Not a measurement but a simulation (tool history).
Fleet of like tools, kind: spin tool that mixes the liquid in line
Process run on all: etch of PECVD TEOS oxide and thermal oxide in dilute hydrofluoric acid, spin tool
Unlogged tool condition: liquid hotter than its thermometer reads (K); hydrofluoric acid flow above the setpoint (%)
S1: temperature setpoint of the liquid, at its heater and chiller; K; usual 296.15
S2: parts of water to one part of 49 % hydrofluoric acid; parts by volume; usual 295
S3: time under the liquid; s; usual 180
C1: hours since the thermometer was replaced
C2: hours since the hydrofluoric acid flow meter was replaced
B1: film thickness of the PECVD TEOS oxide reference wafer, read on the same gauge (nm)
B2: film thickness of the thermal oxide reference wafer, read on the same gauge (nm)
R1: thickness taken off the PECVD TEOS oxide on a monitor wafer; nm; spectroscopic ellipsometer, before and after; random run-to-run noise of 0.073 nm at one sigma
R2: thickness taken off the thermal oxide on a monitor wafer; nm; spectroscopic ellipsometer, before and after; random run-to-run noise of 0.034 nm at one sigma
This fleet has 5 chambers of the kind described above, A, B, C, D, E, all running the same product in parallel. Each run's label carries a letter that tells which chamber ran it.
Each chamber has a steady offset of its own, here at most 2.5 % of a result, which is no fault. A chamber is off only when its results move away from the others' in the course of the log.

{"run": "1D", "hour": 3.8, "S1": 296.15, "S2": 295, "S3": 180, "C1": 880.4, "C2": 1738.2, "B1": 139.99, "B2": 50.01, "R1": 8.608, "R2": 2.2747}
{"run": "2B", "hour": 8.7, "S1": 296.15, "S2": 295, "S3": 180, "C1": 791.1, "C2": 1237.1, "B1": 140.01, "B2": 49.995, "R1": 8.6244, "R2": 2.2831}
{"run": "3A", "hour": 12.2, "S1": 296.15, "S2": 295, "S3": 180, "C1": 306.6, "C2": 744.7, "B1": 139.99, "B2": 49.995, "R1": 8.5994, "R2": 2.2593}
{"run": "4C", "hour": 15.4, "S1": 296.15, "S2": 295, "S3": 180, "C1": 401.3, "C2": 808.8, "B1": 140.0, "B2": 49.992, "R1": 8.6593, "R2": 2.2716}
{"run": "5E", "hour": 20.2, "S1": 296.15, "S2": 295, "S3": 180, "C1": 531.8, "C2": 1262.6, "B1": 140.0, "B2": 50.0, "R1": 8.7661, "R2": 2.3346}
{"run": "6D", "hour": 24.3, "S1": 296.15, "S2": 295, "S3": 180, "C1": 900.9, "C2": 1758.7, "B1": 140.0, "B2": 49.981, "R1": 8.6888, "R2": 2.2664}
{"run": "7A", "hour": 27.6, "S1": 296.15, "S2": 295, "S3": 180, "C1": 322.0, "C2": 760.1, "B1": 140.02, "B2": 50.019, "R1": 8.5472, "R2": 2.2655}
{"run": "8C", "hour": 30.9, "S1": 296.15, "S2": 295, "S3": 180, "C1": 416.8, "C2": 824.3, "B1": 140.0, "B2": 50.003, "R1": 8.7127, "R2": 2.3019}
{"run": "9E", "hour": 33.9, "S1": 296.15, "S2": 295, "S3": 180, "C1": 545.5, "C2": 1276.3, "B1": 140.01, "B2": 50.002, "R1": 8.5804, "R2": 2.3156}
{"run": "10B", "hour": 38.6, "S1": 296.15, "S2": 295, "S3": 180, "C1": 821.0, "C2": 1267.0, "B1": 139.99, "B2": 49.985, "R1": 8.6467, "R2": 2.2784}
{"run": "11A", "hour": 41.3, "S1": 296.15, "S2": 295, "S3": 180, "C1": 335.7, "C2": 773.8, "B1": 140.01, "B2": 50.029, "R1": 8.4758, "R2": 2.2376}
{"run": "12E", "hour": 46.3, "S1": 299.65, "S2": 410, "S3": 180, "C1": 557.9, "C2": 1288.7, "B1": 140.0, "B2": 49.96, "R1": 6.301, "R2": 1.699}
{"run": "13B", "hour": 49.3, "S1": 299.65, "S2": 410, "S3": 180, "C1": 831.7, "C2": 1277.7, "B1": 140.01, "B2": 49.997, "R1": 6.3778, "R2": 1.6216}
{"run": "14C", "hour": 51.8, "S1": 299.65, "S2": 410, "S3": 180, "C1": 437.7, "C2": 845.2, "B1": 140.0, "B2": 50.005, "R1": 6.2887, "R2": 1.627}
{"run": "15D", "hour": 55.7, "S1": 299.65, "S2": 410, "S3": 180, "C1": 932.3, "C2": 1790.1, "B1": 140.02, "B2": 49.997, "R1": 6.2362, "R2": 1.633}
{"run": "16A", "hour": 58.3, "S1": 299.65, "S2": 410, "S3": 180, "C1": 352.7, "C2": 790.8, "B1": 140.01, "B2": 50.035, "R1": 6.3026, "R2": 1.6549}
{"run": "17E", "hour": 62.8, "S1": 296.15, "S2": 295, "S3": 180, "C1": 574.4, "C2": 1305.2, "B1": 140.01, "B2": 50.015, "R1": 8.6922, "R2": 2.3216}
{"run": "18C", "hour": 67.2, "S1": 296.15, "S2": 295, "S3": 180, "C1": 453.1, "C2": 860.6, "B1": 140.0, "B2": 50.026, "R1": 8.8591, "R2": 2.3316}
{"run": "19B", "hour": 70.1, "S1": 296.15, "S2": 295, "S3": 180, "C1": 852.5, "C2": 1298.5, "B1": 139.99, "B2": 49.981, "R1": 8.7785, "R2": 2.2431}
{"run": "20D", "hour": 74.8, "S1": 296.15, "S2": 295, "S3": 180, "C1": 951.4, "C2": 1809.2, "B1": 140.0, "B2": 50.013, "R1": 8.7647, "R2": 2.3411}
{"run": "21E", "hour": 78.2, "S1": 296.15, "S2": 295, "S3": 180, "C1": 589.8, "C2": 1320.6, "B1": 139.99, "B2": 50.011, "R1": 8.7066, "R2": 2.4166}
{"run": "22C", "hour": 83.2, "S1": 296.15, "S2": 375, "S3": 180, "C1": 469.1, "C2": 876.6, "B1": 140.0, "B2": 50.007, "R1": 6.5836, "R2": 1.6977}
{"run": "23A", "hour": 87.9, "S1": 296.15, "S2": 375, "S3": 180, "C1": 382.3, "C2": 820.4, "B1": 139.99, "B2": 49.996, "R1": 6.1829, "R2": 1.7053}
{"run": "24D", "hour": 90.4, "S1": 296.15, "S2": 375, "S3": 180, "C1": 967.0, "C2": 1824.8, "B1": 140.0, "B2": 50.013, "R1": 6.3555, "R2": 1.6685}
{"run": "25B", "hour": 95.7, "S1": 296.15, "S2": 375, "S3": 180, "C1": 878.1, "C2": 1324.1, "B1": 139.99, "B2": 50.022, "R1": 6.359, "R2": 1.6579}
{"run": "26D", "hour": 98.9, "S1": 296.15, "S2": 375, "S3": 180, "C1": 975.5, "C2": 1833.3, "B1": 140.0, "B2": 49.976, "R1": 6.3893, "R2": 1.6898}
{"run": "27B", "hour": 104.2, "S1": 296.15, "S2": 295, "S3": 180, "C1": 886.6, "C2": 1332.6, "B1": 140.0, "B2": 49.998, "R1": 8.6336, "R2": 2.2882}
{"run": "28E", "hour": 108.4, "S1": 296.15, "S2": 295, "S3": 180, "C1": 620.0, "C2": 1350.8, "B1": 140.0, "B2": 49.973, "R1": 8.6317, "R2": 2.3323}
{"run": "29A", "hour": 111.2, "S1": 296.15, "S2": 295, "S3": 180, "C1": 405.6, "C2": 843.7, "B1": 140.0, "B2": 50.0, "R1": 8.6576, "R2": 2.3025}
{"run": "30C", "hour": 116.2, "S1": 296.15, "S2": 205, "S3": 180, "C1": 502.1, "C2": 909.6, "B1": 139.98, "B2": 49.985, "R1": 14.257, "R2": 3.7411}
{"run": "31D", "hour": 118.8, "S1": 296.15, "S2": 205, "S3": 180, "C1": 995.4, "C2": 1853.2, "B1": 140.01, "B2": 50.007, "R1": 13.486, "R2": 3.5253}
{"run": "32C", "hour": 123.6, "S1": 296.15, "S2": 205, "S3": 180, "C1": 509.5, "C2": 917.0, "B1": 140.02, "B2": 49.984, "R1": 14.489, "R2": 3.8032}
{"run": "33E", "hour": 126.4, "S1": 296.15, "S2": 205, "S3": 180, "C1": 638.0, "C2": 1368.8, "B1": 140.03, "B2": 50.027, "R1": 13.846, "R2": 3.7149}
{"run": "34A", "hour": 129.7, "S1": 296.15, "S2": 205, "S3": 180, "C1": 424.1, "C2": 862.2, "B1": 140.0, "B2": 50.01, "R1": 13.384, "R2": 3.5203}
{"run": "35B", "hour": 132.8, "S1": 296.15, "S2": 295, "S3": 180, "C1": 915.2, "C2": 1361.2, "B1": 140.01, "B2": 49.997, "R1": 8.6299, "R2": 2.3186}

All 5 chambers run these settings next. Forecast each chamber's results:
{"run": "36A", "hour": 136.8, "S1": 296.15, "S2": 295, "S3": 180, "R1": "?", "R2": "?"}
{"run": "36B", "hour": 136.8, "S1": 296.15, "S2": 295, "S3": 180, "R1": "?", "R2": "?"}
{"run": "36C", "hour": 136.8, "S1": 296.15, "S2": 295, "S3": 180, "R1": "?", "R2": "?"}
{"run": "36D", "hour": 136.8, "S1": 296.15, "S2": 295, "S3": 180, "R1": "?", "R2": "?"}
{"run": "36E", "hour": 136.8, "S1": 296.15, "S2": 295, "S3": 180, "R1": "?", "R2": "?"}

run=36A R1=8.6603 R2=2.2585
run=36B R1=8.6285 R2=2.2848
run=36C R1=9.0044 R2=2.4372
run=36D R1=8.8042 R2=2.2695
run=36E R1=8.7443 R2=2.3028
